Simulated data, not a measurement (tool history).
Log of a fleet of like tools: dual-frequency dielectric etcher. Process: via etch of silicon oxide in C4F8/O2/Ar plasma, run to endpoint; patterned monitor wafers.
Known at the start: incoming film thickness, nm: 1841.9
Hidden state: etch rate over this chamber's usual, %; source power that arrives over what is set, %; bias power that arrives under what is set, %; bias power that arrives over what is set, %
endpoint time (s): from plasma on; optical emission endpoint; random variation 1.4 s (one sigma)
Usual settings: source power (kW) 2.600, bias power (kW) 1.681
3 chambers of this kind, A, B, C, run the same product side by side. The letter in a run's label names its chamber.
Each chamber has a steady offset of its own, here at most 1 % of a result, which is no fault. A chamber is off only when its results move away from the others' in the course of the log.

run  hour  source power (kW)  bias power (kW)  hours since the last wet clean  hours since the last source power generator calibration  hours since the last bias power generator calibration  endpoint time (s)
 1A   2.9              2.600            1.681                           269.9                                                    723.1                                                  451.8             343.91
 2B   6.3              2.600            1.681                           123.6                                                   1665.1                                                 2946.1             345.37
 3C  10.5              2.600            1.681                           216.3                                                    747.6                                                 2827.9             339.94
 4B  16.0              2.600            1.681                           133.3                                                   1674.8                                                 2955.8             342.13
 5C  21.3              2.600            1.681                           227.1                                                    758.4                                                 2838.7             339.71
 6A  24.5              2.600            1.681                           291.5                                                    744.7                                                  473.4             343.55
 7C  29.1              2.600            1.681                           234.9                                                    766.2                                                 2846.5             337.01
 8A  34.5              2.600            1.681                           301.5                                                    754.7                                                  483.4             342.16
 9B  39.7              2.600            1.681                           157.0                                                   1698.5                                                 2979.5             343.66
10A  42.7              2.030            1.816                           309.7                                                    762.9                                                  491.6             369.13
11C  45.7              2.030            1.816                           251.5                                                    782.8                                                 2863.1             365.15
12B  51.5              2.030            1.816                           168.8                                                   1710.3                                                 2991.3             375.39
13A  56.7              2.600            1.681                           323.7                                                    776.9                                                  505.6             344.62
14C  60.4              2.600            1.681                           266.2                                                    797.5                                                 2877.8             330.60
15B  64.9              2.600            1.681                           182.2                                                   1723.7                                                 3004.7             345.46
16B  68.6              2.600            1.681                           185.9                                                   1727.4                                                 3008.4             345.46
17A  73.4              2.600            1.681                           340.4                                                    793.6                                                  522.3             339.71
18C  79.3              2.310            2.025                           285.1                                                    816.4                                                 2896.7             328.91
19B  84.9              2.310            2.025                           202.2                                                   1743.7                                                 3024.7             342.33
20C  88.9              2.310            2.025                           294.7                                                    826.0                                                 2906.3             328.39
21A  93.9              2.600            1.681                           360.9                                                    814.1                                                  542.8             343.11
22C  98.0              2.600            1.681                           303.8                                                    835.1                                                 2915.4             326.24

Is one chamber off against the others, does the gauge drift, or is nothing wrong? If a chamber is off, say which, and what the likeliest cause is.

Chamber C drifts away from the others.
Cause: etch rate over this chamber's usual, % = 4.31.

Here are 4 candidates for chamber C's next run, each the usual settings with a change, their results left as question marks. Which one brings its results back in line with what the others give on the usual settings?
In line means no further than this from the other chambers' mean on the usual settings: endpoint time (s) 5.00
23C-1  102.4              2.820            1.775                                                                                                                                                                  ?
23C-2  102.4              2.670            1.712                                                                                                                                                                  ?
23C-3  102.4              2.380            1.587                                                                                                                                                                  ?
23C-4  102.4              2.500            1.681                                                                                                                                                                  ?

The other chambers' mean on the usual settings: endpoint time (s) 342.75
  run  endpoint time (s)
23C-1             310.98
23C-2             321.14
23C-3             343.58
23C-4             331.53
23C-3 brings the chamber back in line.
